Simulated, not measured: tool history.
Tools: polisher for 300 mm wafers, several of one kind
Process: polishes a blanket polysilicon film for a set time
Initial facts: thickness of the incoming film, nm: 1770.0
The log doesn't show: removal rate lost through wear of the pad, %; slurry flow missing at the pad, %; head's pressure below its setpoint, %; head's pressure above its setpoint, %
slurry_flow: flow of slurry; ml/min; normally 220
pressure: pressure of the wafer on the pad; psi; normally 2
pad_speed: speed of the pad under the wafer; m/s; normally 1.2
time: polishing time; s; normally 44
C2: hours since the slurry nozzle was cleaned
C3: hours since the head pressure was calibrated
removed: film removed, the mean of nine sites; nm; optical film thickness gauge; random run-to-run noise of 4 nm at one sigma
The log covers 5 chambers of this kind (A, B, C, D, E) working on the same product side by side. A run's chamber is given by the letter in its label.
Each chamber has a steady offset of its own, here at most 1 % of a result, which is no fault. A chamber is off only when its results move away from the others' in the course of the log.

run 1E hour=10.1 | slurry_flow=220 pressure=2 pad_speed=1.2 time=44 | wafers_polished_on_this_pad=830 C2=216.3 C3=835.2 | removed=352.96
run 2C hour=19.8 | slurry_flow=220 pressure=2 pad_speed=1.2 time=44 | wafers_polished_on_this_pad=323 C2=170 C3=859 | removed=352.33
-- hour=19.9 chamber D: worn pad replaced by a new one
-- hour=21.6 chamber E: worn pad replaced by a new one
run 3B hour=29 | slurry_flow=220 pressure=2 pad_speed=1.2 time=44 | wafers_polished_on_this_pad=385 C2=51.2 C3=928.2 | removed=354.56
-- hour=29.3 chamber A: slurry nozzle cleaned
run 4D hour=35.8 | slurry_flow=220 pressure=2 pad_speed=1.2 time=44 | wafers_polished_on_this_pad=120 C2=405 C3=366.2 | removed=354.45
run 5A hour=46.5 | slurry_flow=220 pressure=2 pad_speed=1.2 time=44 | wafers_polished_on_this_pad=403 C2=17.2 C3=532.2 | removed=356.82
run 6D hour=54.2 | slurry_flow=220 pressure=2 pad_speed=0.9 time=44 | wafers_polished_on_this_pad=260 C2=423.4 C3=384.6 | removed=259.44
-- hour=56.2 chamber C: head pressure recalibrated
run 7A hour=64 | slurry_flow=220 pressure=2 pad_speed=0.9 time=44 | wafers_polished_on_this_pad=536 C2=34.7 C3=549.7 | removed=269.7
-- hour=65.2 chamber C: worn pad replaced by a new one
run 8E hour=71.5 | slurry_flow=220 pressure=2 pad_speed=0.9 time=44 | wafers_polished_on_this_pad=379 C2=277.7 C3=896.6 | removed=265.22
run 9C hour=82.4 | slurry_flow=220 pressure=2 pad_speed=0.9 time=44 | wafers_polished_on_this_pad=131 C2=232.6 C3=26.2 | removed=261.17
run 10B hour=91.7 | slurry_flow=220 pressure=2 pad_speed=0.9 time=44 | wafers_polished_on_this_pad=861 C2=113.9 C3=990.9 | removed=269.18
-- hour=95.1 chamber A: worn pad replaced by a new one
run 11C hour=104.2 | slurry_flow=220 pressure=1.4 pad_speed=1.2 time=44 | wafers_polished_on_this_pad=296 C2=254.4 C3=48 | removed=246.27
run 12A hour=115.4 | slurry_flow=220 pressure=1.4 pad_speed=1.2 time=44 | wafers_polished_on_this_pad=154 C2=86.1 C3=601.1 | removed=247.41
run 13B hour=123.3 | slurry_flow=220 pressure=1.4 pad_speed=1.2 time=44 | wafers_polished_on_this_pad=1101 C2=145.5 C3=1022.5 | removed=244.73
-- hour=129.1 chamber E: worn pad replaced by a new one
run 14E hour=134.1 | slurry_flow=220 pressure=1.4 pad_speed=1.2 time=44 | wafers_polished_on_this_pad=38 C2=340.3 C3=959.2 | removed=244.28
run 15D hour=143.5 | slurry_flow=220 pressure=1.4 pad_speed=1.2 time=44 | wafers_polished_on_this_pad=938 C2=512.7 C3=473.9 | removed=245.53
run 16E hour=152.9 | slurry_flow=220 pressure=2 pad_speed=1.44 time=44 | wafers_polished_on_this_pad=181 C2=359.1 C3=978 | removed=426.75
-- hour=156.3 chamber B: worn pad replaced by a new one
run 17D hour=160 | slurry_flow=220 pressure=2 pad_speed=1.44 time=44 | wafers_polished_on_this_pad=1063 C2=529.2 C3=490.4 | removed=417.51
-- hour=166.5 chamber C: worn pad replaced by a new one
run 18C hour=172.8 | slurry_flow=220 pressure=2 pad_speed=1.44 time=44 | wafers_polished_on_this_pad=47 C2=323 C3=116.6 | removed=416.9
run 19B hour=183.5 | slurry_flow=220 pressure=2 pad_speed=1.44 time=44 | wafers_polished_on_this_pad=206 C2=205.7 C3=1082.7 | removed=425.98
-- hour=189.6 chamber D: slurry nozzle cleaned
-- hour=190.7 chamber D: worn pad replaced by a new one
run 20A hour=194.8 | slurry_flow=220 pressure=2 pad_speed=1.44 time=44 | wafers_polished_on_this_pad=756 C2=165.5 C3=680.5 | removed=418.58
-- hour=195.6 chamber B: slurry nozzle cleaned
run 21C hour=204 | slurry_flow=220 pressure=2 pad_speed=1.2 time=44 | wafers_polished_on_this_pad=284 C2=354.2 C3=147.8 | removed=344.29
-- hour=205.4 chamber B: head pressure recalibrated
run 22B hour=211 | slurry_flow=220 pressure=2 pad_speed=1.2 time=44 | wafers_polished_on_this_pad=415 C2=15.5 C3=5.6 | removed=397.2
run 23D hour=219.4 | slurry_flow=220 pressure=2 pad_speed=1.2 time=44 | wafers_polished_on_this_pad=218 C2=29.9 C3=549.8 | removed=347.06
-- hour=225.2 chamber A: worn pad replaced by a new one
run 24A hour=229.7 | slurry_flow=220 pressure=2 pad_speed=1.2 time=44 | wafers_polished_on_this_pad=34 C2=200.4 C3=715.4 | removed=353.14
run 25E hour=242.5 | slurry_flow=220 pressure=2 pad_speed=1.52 time=44 | wafers_polished_on_this_pad=861 C2=448.7 C3=1067.6 | removed=448.99
run 26D hour=249.3 | slurry_flow=220 pressure=2 pad_speed=1.52 time=44 | wafers_polished_on_this_pad=445 C2=59.8 C3=579.7 | removed=446.91
-- hour=255.3 chamber C: worn pad replaced by a new one
run 27A hour=261.2 | slurry_flow=220 pressure=2 pad_speed=1.52 time=44 | wafers_polished_on_this_pad=273 C2=231.9 C3=746.9 | removed=437.38
-- hour=262.6 chamber A: slurry nozzle cleaned
-- hour=265.7 chamber E: worn pad replaced by a new one
run 28E hour=272.3 | slurry_flow=220 pressure=2 pad_speed=1.52 time=44 | wafers_polished_on_this_pad=50 C2=478.5 C3=1097.4 | removed=458.86
run 29C hour=278.5 | slurry_flow=220 pressure=2 pad_speed=1.52 time=44 | wafers_polished_on_this_pad=176 C2=428.7 C3=222.3 | removed=444.34
run 30B hour=284.8 | slurry_flow=220 pressure=2 pad_speed=1.2 time=44 | wafers_polished_on_this_pad=975 C2=89.3 C3=79.4 | removed=404.04
run 31A hour=295.5 | slurry_flow=170 pressure=2.6 pad_speed=1.2 time=44 | wafers_polished_on_this_pad=533 C2=33 C3=781.2 | removed=450.82
-- hour=301.4 chamber C: slurry nozzle cleaned
run 32E hour=305.9 | slurry_flow=170 pressure=2.6 pad_speed=1.2 time=44 | wafers_polished_on_this_pad=305 C2=512.1 C3=1131 | removed=444.52
run 33B hour=311.7 | slurry_flow=170 pressure=2.6 pad_speed=1.2 time=44 | wafers_polished_on_this_pad=1179 C2=116.2 C3=106.3 | removed=491.67
-- hour=316.1 chamber B: worn pad replaced by a new one
run 34D hour=317.7 | slurry_flow=170 pressure=2.6 pad_speed=1.2 time=44 | wafers_polished_on_this_pad=964 C2=128.2 C3=648.1 | removed=434.78
-- hour=329.8 chamber A: worn pad replaced by a new one
run 35C hour=330.2 | slurry_flow=170 pressure=2.6 pad_speed=1.2 time=44 | wafers_polished_on_this_pad=568 C2=28.9 C3=274 | removed=434.96
-- hour=334.8 chamber D: worn pad replaced by a new one
run 36B hour=341.2 | slurry_flow=220 pressure=2 pad_speed=1.2 time=38 | wafers_polished_on_this_pad=190 C2=145.7 C3=135.8 | removed=345.14
run 37D hour=353.6 | slurry_flow=220 pressure=2 pad_speed=1.2 time=38 | wafers_polished_on_this_pad=142 C2=164.1 C3=684 | removed=302.99
-- hour=354.8 chamber C: worn pad replaced by a new one
run 38A hour=362.5 | slurry_flow=220 pressure=2 pad_speed=1.2 time=38 | wafers_polished_on_this_pad=248 C2=100 C3=848.2 | removed=309.3
run 39C hour=375.4 | slurry_flow=220 pressure=2 pad_speed=1.2 time=38 | wafers_polished_on_this_pad=156 C2=74.1 C3=319.2 | removed=305.48
-- hour=384.4 chamber E: worn pad replaced by a new one
run 40E hour=385.9 | slurry_flow=220 pressure=2 pad_speed=1.2 time=38 | wafers_polished_on_this_pad=11 C2=592.1 C3=1211 | removed=303.55
run 41E hour=396.2 | slurry_flow=220 pressure=2 pad_speed=1.2 time=44 | wafers_polished_on_this_pad=89 C2=602.4 C3=1221.3 | removed=349.98
run 42C hour=408.7 | slurry_flow=220 pressure=2 pad_speed=1.2 time=44 | wafers_polished_on_this_pad=409 C2=107.4 C3=352.5 | removed=354.55

Is one chamber out of step, is the gauge drifting, or do the chambers differ by no more than their own small offsets? For an off chamber, give its letter and the likeliest cause.

A service left chamber B off against the others.
Likeliest cause: head's pressure above its setpoint, % = 10.8.

Here are 4 candidates for chamber B's next run, each the usual settings with a change, their results left as question marks. Which one brings its results back in line with what the others give on the usual settings?
In line means no further than this from the other chambers' mean on the usual settings: removed 14 nm
run 43B-1 hour=418 | slurry_flow=225 pressure=2 pad_speed=1.2 time=49 | removed=?
run 43B-2 hour=418 | slurry_flow=220 pressure=1.9 pad_speed=1.12 time=41 | removed=?
run 43B-3 hour=418 | slurry_flow=220 pressure=1.9 pad_speed=1.16 time=43 | removed=?
run 43B-4 hour=418 | slurry_flow=220 pressure=2 pad_speed=1.32 time=48 | removed=?

On the usual settings, the other chambers give on average: removed 352.7 nm
run=43B-1 removed=439.3
run=43B-2 removed=325.14
run=43B-3 removed=352.98
run=43B-4 removed=471.45
43B-3 is the one that brings the chamber's results back in line with the other chambers.

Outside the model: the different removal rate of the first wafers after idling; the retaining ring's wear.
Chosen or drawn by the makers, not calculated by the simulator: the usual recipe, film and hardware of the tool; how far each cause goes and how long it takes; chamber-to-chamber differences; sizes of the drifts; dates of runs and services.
